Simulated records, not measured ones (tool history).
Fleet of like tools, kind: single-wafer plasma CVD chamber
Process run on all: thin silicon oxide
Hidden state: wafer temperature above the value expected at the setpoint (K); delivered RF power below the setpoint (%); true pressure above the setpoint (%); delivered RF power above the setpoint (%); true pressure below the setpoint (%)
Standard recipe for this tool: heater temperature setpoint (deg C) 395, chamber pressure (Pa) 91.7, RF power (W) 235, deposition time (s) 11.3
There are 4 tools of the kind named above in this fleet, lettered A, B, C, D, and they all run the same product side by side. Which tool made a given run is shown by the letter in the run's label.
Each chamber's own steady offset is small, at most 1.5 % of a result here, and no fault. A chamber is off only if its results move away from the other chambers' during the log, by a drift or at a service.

run	hour	heater temperature setpoint (deg C)	chamber pressure (Pa)	RF power (W)	deposition time (s)	hours since the last thermocouple change	hours since the last RF generator calibration	hours since the last manometer calibration	read-back reference wafer on the same gauge, thickness_nm	mean film thickness on the monitor wafer (nm)
1B	8.6	395	91.7	235	11.3	1179.1	926.1	1942.9	14.704	15.997
2C	17.9	395	91.7	235	11.3	48.9	928.7	1419.1	14.702	15.852
3A	27.4	395	91.7	235	11.3	2222.9	570.3	1436.7	14.698	16.183
4D	37.6	395	91.7	235	11.3	2107.6	1204.2	681.8	14.694	16.096
5C	53.8	384	91.7	235	11.3	84.8	964.6	1455.0	14.699	16.046
# hour 63.0: chamber B: capacitance manometer re-zeroed and calibrated
6A	64.4	384	91.7	235	11.3	2259.9	607.3	1473.7	14.694	16.183
7D	71.7	384	91.7	235	11.3	2141.7	1238.3	715.9	14.690	16.141
# hour 79.7: chamber D: thermocouple changed; heater temperature recalibrated
8B	79.8	384	91.7	235	11.3	1250.3	997.3	16.9	14.699	16.130
# hour 91.3: chamber C: RF generator calibrated
9B	95.4	400	91.7	250	11.3	1265.9	1012.9	32.5	14.696	16.473
10A	109.8	400	91.7	250	11.3	2305.3	652.7	1519.1	14.701	16.582
11C	125.3	400	91.7	250	11.3	156.3	34.0	1526.5	14.703	16.295
12D	133.5	400	91.7	250	11.3	53.8	1300.1	777.7	14.701	16.538
13B	144.3	395	91.7	235	11.3	1314.8	1061.8	81.4	14.690	16.040
14A	151.6	395	91.7	235	11.3	2347.1	694.5	1560.9	14.705	16.037
15D	159.3	395	91.7	235	11.3	79.6	1325.9	803.5	14.701	16.121
16C	170.1	395	91.7	235	11.3	201.1	78.8	1571.3	14.690	15.773
17C	183.6	395	91.7	235	11.3	214.6	92.3	1584.8	14.702	15.854
18A	195.9	395	91.7	235	11.3	2391.4	738.8	1605.2	14.698	15.964
19D	209.6	395	91.7	235	11.3	129.9	1376.2	853.8	14.707	16.061
# hour 212.6: chamber B: thermocouple changed; heater temperature recalibrated
20B	219.0	395	91.7	235	11.3	6.4	1136.5	156.1	14.698	16.068
21B	229.5	395	91.7	235	11.3	16.9	1147.0	166.6	14.692	16.011
22D	238.8	395	91.7	235	11.3	159.1	1405.4	883.0	14.710	16.057
23A	250.4	395	91.7	235	11.3	2445.9	793.3	1659.7	14.703	15.816
24C	264.7	395	91.7	235	11.3	295.7	173.4	1665.9	14.697	15.848
25B	273.8	395	91.7	235	11.3	61.2	1191.3	210.9	14.713	15.944
26C	282.9	395	91.7	235	11.3	313.9	191.6	1684.1	14.697	15.894
27A	294.5	395	91.7	235	11.3	2490.0	837.4	1703.8	14.707	15.710
28D	302.0	395	91.7	235	11.3	222.3	1468.6	946.2	14.698	16.053
29A	310.9	395	91.7	235	11.3	2506.4	853.8	1720.2	14.703	15.708
30D	318.1	395	91.7	235	11.3	238.4	1484.7	962.3	14.686	16.095

Is one chamber out of step, is the gauge drifting, or do the chambers differ by no more than their own small offsets? For an off chamber, give its letter and the likeliest cause.

One chamber, A, drifts off from the rest bit by bit.
Most likely cause: delivered RF power below the setpoint (%) = 6.95.
It could be hard to tell apart here from: true pressure below the setpoint (%).

Below are 4 candidate recipes for chamber A's next run, each the usual settings with a change, their results shown as question marks. Which of them brings A's results back in line with what the other chambers give on the usual settings?
Counts as in line when no further than this from what the other chambers average on the usual settings: mean film thickness on the monitor wafer (nm) 0.150
31A-1	329.9	395	91.7	235	10.9					?
31A-2	329.9	395	95.2	235	11.3					?
31A-3	329.9	395	91.7	245	11.3					?
31A-4	329.9	395	90.0	235	11.3					?

Average result of the remaining chambers running the usual settings: mean film thickness on the monitor wafer (nm) 15.971
run	mean film thickness on the monitor wafer (nm)
31A-1	15.066
31A-2	16.223
31A-3	15.918
31A-4	15.309
With 31A-3, the chamber falls back in line with the rest.

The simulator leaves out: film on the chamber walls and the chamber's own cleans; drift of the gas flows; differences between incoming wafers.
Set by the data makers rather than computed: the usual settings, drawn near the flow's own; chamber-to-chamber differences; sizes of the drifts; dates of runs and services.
